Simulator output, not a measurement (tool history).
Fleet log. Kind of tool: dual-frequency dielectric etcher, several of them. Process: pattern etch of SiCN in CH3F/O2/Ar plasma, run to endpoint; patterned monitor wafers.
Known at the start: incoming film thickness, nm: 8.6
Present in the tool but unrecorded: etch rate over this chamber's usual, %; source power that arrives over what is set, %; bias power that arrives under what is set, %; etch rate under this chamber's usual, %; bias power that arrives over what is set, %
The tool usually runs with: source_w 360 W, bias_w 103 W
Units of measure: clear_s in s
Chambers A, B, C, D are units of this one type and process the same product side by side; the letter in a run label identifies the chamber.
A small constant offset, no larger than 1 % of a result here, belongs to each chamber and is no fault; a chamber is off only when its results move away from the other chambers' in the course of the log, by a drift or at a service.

run,hour,source_w,bias_w,hours since the last wet clean,hours since the last source power generator calibration,hours since the last bias power generator calibration,clear_s
1C,9.0,360,103,170.6,621.1,1871.4,20.878
2A,20.4,360,103,205.1,1406.1,1102.9,20.692
3B,27.4,360,103,287.5,431.5,2841.7,20.943
4D,37.0,360,103,116.7,1046.3,2334.7,20.961
5D,42.0,360,103,121.7,1051.3,2339.7,20.745
6B,48.5,360,103,308.6,452.6,2862.8,20.904
7A,56.3,360,103,241.0,1442.0,1138.8,20.449
8C,63.5,360,103,225.1,675.6,1925.9,20.848
9B,71.6,360,103,331.7,475.7,2885.9,20.710
# hour 72.9: chamber B: wet clean of the chamber
10D,80.0,360,103,159.7,1089.3,2377.7,20.776
11C,91.1,360,103,252.7,703.2,1953.5,20.907
12A,96.8,360,103,281.5,1482.5,1179.3,20.697
13D,103.7,310,79,183.4,1113.0,2401.4,24.376
14B,109.8,310,79,37.0,513.9,2924.1,24.303
15A,119.4,310,79,304.1,1505.1,1201.9,24.126
16C,125.5,310,79,287.1,737.6,1987.9,24.344
17B,133.1,360,103,60.3,537.2,2947.4,20.967
18D,140.2,360,103,219.9,1149.5,2437.9,20.911
19C,148.1,360,103,309.7,760.2,2010.5,20.690
20A,157.1,360,103,341.8,1542.8,1239.6,20.599
21D,168.4,360,103,248.1,1177.7,2466.1,20.806
22B,177.6,360,103,104.8,581.7,2991.9,20.896
23C,187.1,360,103,348.7,799.2,2049.5,20.738
24A,194.6,360,103,379.3,1580.3,1277.1,20.659
25B,204.9,360,103,132.1,609.0,3019.2,20.780
26A,212.6,360,103,397.3,1598.3,1295.1,20.904

All 4 chambers run these settings next. Forecast each chamber's results:
27A,220.9,360,103,,,,?
27B,220.9,360,103,,,,?
27C,220.9,360,103,,,,?
27D,220.9,360,103,,,,?

run,clear_s
27A,20.613
27B,20.886
27C,20.809
27D,20.877
